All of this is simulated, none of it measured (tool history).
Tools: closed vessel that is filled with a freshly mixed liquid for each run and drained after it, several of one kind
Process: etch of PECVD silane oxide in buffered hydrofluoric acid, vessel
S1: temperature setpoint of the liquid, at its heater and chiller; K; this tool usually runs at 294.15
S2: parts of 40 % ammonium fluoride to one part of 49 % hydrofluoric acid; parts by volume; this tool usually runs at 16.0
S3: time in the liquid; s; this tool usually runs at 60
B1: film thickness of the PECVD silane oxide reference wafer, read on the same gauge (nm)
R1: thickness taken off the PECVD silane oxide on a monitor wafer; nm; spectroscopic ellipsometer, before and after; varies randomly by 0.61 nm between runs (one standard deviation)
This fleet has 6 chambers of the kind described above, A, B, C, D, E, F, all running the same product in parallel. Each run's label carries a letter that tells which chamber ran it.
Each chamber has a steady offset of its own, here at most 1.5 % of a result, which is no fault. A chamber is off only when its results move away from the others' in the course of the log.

run   hour      S1    S2  S3      B1       R1
 1D    9.0  294.15  16.0  60  149.99   74.381
 2E   22.8  294.15  16.0  60  149.98   73.980
 3F   32.6  294.15  16.0  60  150.00   74.827
 4C   40.7  294.15  16.0  60  149.98   74.894
 5A   54.6  290.15  16.0  60  150.00   59.144
      63.8  -- chamber D: hydrofluoric acid flow meter replaced
 6B   68.8  290.15  16.0  60  149.98   58.332
 7C   76.6  290.15  16.0  60  150.01   59.639
 8E   91.6  290.15  16.0  60  149.99   59.325
 9A  101.4  290.15  16.0  60  150.00   59.099
10B  109.6  290.15  16.0  60  150.02   58.911
11F  124.5  294.15  16.0  60  150.01   74.280
12D  139.2  294.15  16.0  60  150.01   73.815
13B  154.4  294.15  10.0  85  150.00  165.310
14D  167.6  294.15  10.0  85  150.00  165.000
15C  177.4  294.15  10.0  85  150.02  168.800
16F  185.3  294.15  10.0  85  150.00  168.500
17E  195.7  294.15  10.0  85  150.01  166.680
18A  207.4  294.15  10.0  85  150.00  166.720
19C  219.9  294.15  16.0  60  150.00   75.284
     226.6  -- chamber C: hydrofluoric acid flow meter replaced
20B  227.5  294.15  16.0  60  150.00   73.684
21F  240.8  294.15  16.0  60  150.01   75.439
22D  255.9  294.15  16.0  60  150.02   74.143
     256.2  -- chamber A: thermometer replaced
23A  263.3  294.15  16.0  60  150.01   75.038
24E  273.9  294.15  16.0  60  150.02   75.061
25C  283.3  294.15  11.5  60  150.02  101.460
26D  291.8  294.15  11.5  60  149.98  101.330
27A  305.8  294.15  11.5  60  150.01  102.860
28B  320.4  294.15  11.5  60  150.00  102.660
29F  328.0  294.15  11.5  60  150.01  101.890
30E  335.0  294.15  11.5  60  150.00  103.010
31D  342.2  294.15  16.0  60  150.01   72.873
     349.0  -- chamber E: hydrofluoric acid flow meter replaced
32B  349.2  294.15  16.0  60  150.00   73.991
33A  360.7  294.15  16.0  60  150.01   74.495
34F  373.3  294.15  16.0  60  149.99   72.740
35C  384.6  294.15  21.5  95  149.99   87.217
36E  398.2  294.15  21.5  95  150.00   89.698
37D  405.1  294.15  21.5  95  149.99   89.440
38E  418.9  294.15  21.5  95  150.00   89.170
39C  430.3  294.15  21.5  95  150.00   86.774
40F  445.0  294.15  21.5  95  150.00   89.547
41B  460.5  294.15  16.0  60  150.01   73.946
42A  473.4  294.15  16.0  60  150.01   74.255
43B  487.3  294.15  16.0  60  150.00   73.287
44C  498.9  294.15  16.0  60  150.02   70.741

Is one chamber off against the others, does the gauge drift, or is nothing wrong? If a chamber is off, say which, and what the likeliest cause is.

Chamber C drifts away from the others.
Likeliest cause: liquid colder than its thermometer reads (K) = 1.05.

Which of the 4 candidates below, each the usual settings with something changed and its results left as question marks, puts chamber C back in line with what the other chambers give on the usual settings?
In-line tolerance around the mean of the other chambers on the usual settings: R1 2.100 nm
45C-1  510.0  294.65  15.5  60       ?
45C-2  510.0  293.15  16.0  60       ?
45C-3  510.0  294.15  15.5  65       ?
45C-4  510.0  294.15  16.5  55       ?

What the other chambers average on the usual settings: R1 74.006 nm
  run      R1
45C-1  73.871
45C-2  65.741
45C-3  77.817
45C-4  61.922
The right change is 45C-1: it brings the chamber back within the allowed miss of the others.
